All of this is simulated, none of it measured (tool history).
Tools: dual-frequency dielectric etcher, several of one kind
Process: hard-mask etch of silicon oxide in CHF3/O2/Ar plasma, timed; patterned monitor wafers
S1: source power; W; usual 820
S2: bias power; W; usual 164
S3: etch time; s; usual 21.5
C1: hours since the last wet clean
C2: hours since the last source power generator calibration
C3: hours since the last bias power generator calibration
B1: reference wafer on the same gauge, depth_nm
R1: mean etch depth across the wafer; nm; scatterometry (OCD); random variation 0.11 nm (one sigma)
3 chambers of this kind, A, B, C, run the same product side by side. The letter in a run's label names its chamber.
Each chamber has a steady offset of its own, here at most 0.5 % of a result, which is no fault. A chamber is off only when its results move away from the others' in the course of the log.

Run 1C, hour 8.2: usual settings; C1 479.6; C2 1745.7; C3 470.3; B1 55.021. Result: R1 46.471 nm.
Run 2B, hour 17.0: usual settings; C1 463.5; C2 343.9; C3 5035.6; B1 54.978. Result: R1 46.525 nm.
Run 3A, hour 25.4: usual settings; C1 515.3; C2 2791.6; C3 3174.6; B1 54.997. Result: R1 46.486 nm.
Run 4C, hour 31.5: usual settings; C1 502.9; C2 1769.0; C3 493.6; B1 54.993. Result: R1 46.405 nm.
Run 5A, hour 35.8: usual settings; C1 525.7; C2 2802.0; C3 3185.0; B1 54.959. Result: R1 46.386 nm.
At hour 43.2: chamber A: wet clean of the chamber.
Run 6B, hour 43.9: usual settings; C1 490.4; C2 370.8; C3 5062.5; B1 55.023. Result: R1 46.403 nm.
Run 7B, hour 50.9: usual settings; C1 497.4; C2 377.8; C3 5069.5; B1 55.024. Result: R1 46.551 nm.
Run 8C, hour 57.6: usual settings; C1 529.0; C2 1795.1; C3 519.7; B1 54.981. Result: R1 46.334 nm.
Run 9A, hour 62.8: usual settings; C1 19.7; C2 2829.0; C3 3212.0; B1 55.030. Result: R1 46.403 nm.
At hour 68.1: chamber C: wet clean of the chamber.
Run 10B, hour 68.3: usual settings; C1 514.8; C2 395.2; C3 5086.9; B1 55.033. Result: R1 46.434 nm.
Run 11C, hour 75.8: usual settings; C1 7.8; C2 1813.3; C3 537.9; B1 55.029. Result: R1 46.510 nm.
Run 12A, hour 79.8: usual settings; C1 36.7; C2 2846.0; C3 3229.0; B1 54.987. Result: R1 46.657 nm.
Run 13A, hour 87.4: usual settings; C1 44.3; C2 2853.6; C3 3236.6; B1 54.995. Result: R1 46.400 nm.
Run 14B, hour 95.5: usual settings; C1 542.0; C2 422.4; C3 5114.1; B1 55.005. Result: R1 46.323 nm.
Run 15C, hour 99.6: usual settings; C1 31.6; C2 1837.1; C3 561.7; B1 54.997. Result: R1 46.387 nm.
Run 16B, hour 104.5: usual settings; C1 551.0; C2 431.4; C3 5123.1; B1 54.998. Result: R1 46.451 nm.
Run 17C, hour 111.0: usual settings; C1 43.0; C2 1848.5; C3 573.1; B1 55.009. Result: R1 46.219 nm.
Run 18A, hour 114.9: usual settings; C1 71.8; C2 2881.1; C3 3264.1; B1 54.981. Result: R1 46.739 nm.
At hour 115.7: chamber B: bias power generator calibrated.
Run 19B, hour 120.1: usual settings; C1 566.6; C2 447.0; C3 4.4; B1 55.010. Result: R1 46.955 nm.
Run 20C, hour 126.5: usual settings; C1 58.5; C2 1864.0; C3 588.6; B1 55.017. Result: R1 46.508 nm.
Run 21A, hour 133.3: usual settings; C1 90.2; C2 2899.5; C3 3282.5; B1 55.018. Result: R1 46.475 nm.
Run 22A, hour 140.5: usual settings but S3 18.0 s; C1 97.4; C2 2906.7; C3 3289.7; B1 55.028. Result: R1 38.938 nm.
Run 23C, hour 147.3: usual settings but S3 18.0 s; C1 79.3; C2 1884.8; C3 609.4; B1 54.986. Result: R1 38.901 nm.
Run 24B, hour 154.6: usual settings but S3 18.0 s; C1 601.1; C2 481.5; C3 38.9; B1 55.000. Result: R1 39.368 nm.
Run 25B, hour 163.2: usual settings; C1 609.7; C2 490.1; C3 47.5; B1 55.020. Result: R1 46.977 nm.
Run 26C, hour 170.9: usual settings; C1 102.9; C2 1908.4; C3 633.0; B1 55.004. Result: R1 46.467 nm.
Run 27A, hour 176.7: usual settings; C1 133.6; C2 2942.9; C3 3325.9; B1 55.000. Result: R1 46.448 nm.
Run 28A, hour 184.3: usual settings; C1 141.2; C2 2950.5; C3 3333.5; B1 55.007. Result: R1 46.575 nm.
Run 29C, hour 188.2: usual settings; C1 120.2; C2 1925.7; C3 650.3; B1 54.990. Result: R1 46.410 nm.
Run 30B, hour 196.6: usual settings but S1 970 W; C1 643.1; C2 523.5; C3 80.9; B1 54.982. Result: R1 50.043 nm.
Run 31A, hour 204.0: usual settings but S1 970 W; C1 160.9; C2 2970.2; C3 3353.2; B1 55.016. Result: R1 49.773 nm.
Run 32C, hour 209.8: usual settings but S1 970 W; C1 141.8; C2 1947.3; C3 671.9; B1 54.988. Result: R1 49.513 nm.
Run 33B, hour 214.6: usual settings; C1 661.1; C2 541.5; C3 98.9; B1 54.995. Result: R1 46.979 nm.
Run 34B, hour 221.1: usual settings but S2 181 W; C1 667.6; C2 548.0; C3 105.4; B1 54.991. Result: R1 48.673 nm.
Run 35A, hour 228.6: usual settings but S2 181 W; C1 185.5; C2 2994.8; C3 3377.8; B1 54.970. Result: R1 47.913 nm.
At hour 230.6: chamber B: wet clean of the chamber.
Run 36C, hour 235.1: usual settings but S2 181 W; C1 167.1; C2 1972.6; C3 697.2; B1 55.047. Result: R1 47.713 nm.
Run 37C, hour 240.8: usual settings; C1 172.8; C2 1978.3; C3 702.9; B1 54.988. Result: R1 46.619 nm.
Run 38B, hour 247.1: usual settings; C1 16.6; C2 574.0; C3 131.4; B1 54.980. Result: R1 47.293 nm.
Run 39A, hour 252.9: usual settings but S1 900 W, S3 27.5 s; C1 209.8; C2 3019.1; C3 3402.1; B1 55.015. Result: R1 61.822 nm.

Next, every chamber runs the same settings. What will each give?
Run 40A, hour 259.3: usual settings. Result: R1 ?.
Run 40B, hour 259.3: usual settings. Result: R1 ?.
Run 40C, hour 259.3: usual settings. Result: R1 ?.

run      R1
40A  46.373
40B  47.127
40C  46.357

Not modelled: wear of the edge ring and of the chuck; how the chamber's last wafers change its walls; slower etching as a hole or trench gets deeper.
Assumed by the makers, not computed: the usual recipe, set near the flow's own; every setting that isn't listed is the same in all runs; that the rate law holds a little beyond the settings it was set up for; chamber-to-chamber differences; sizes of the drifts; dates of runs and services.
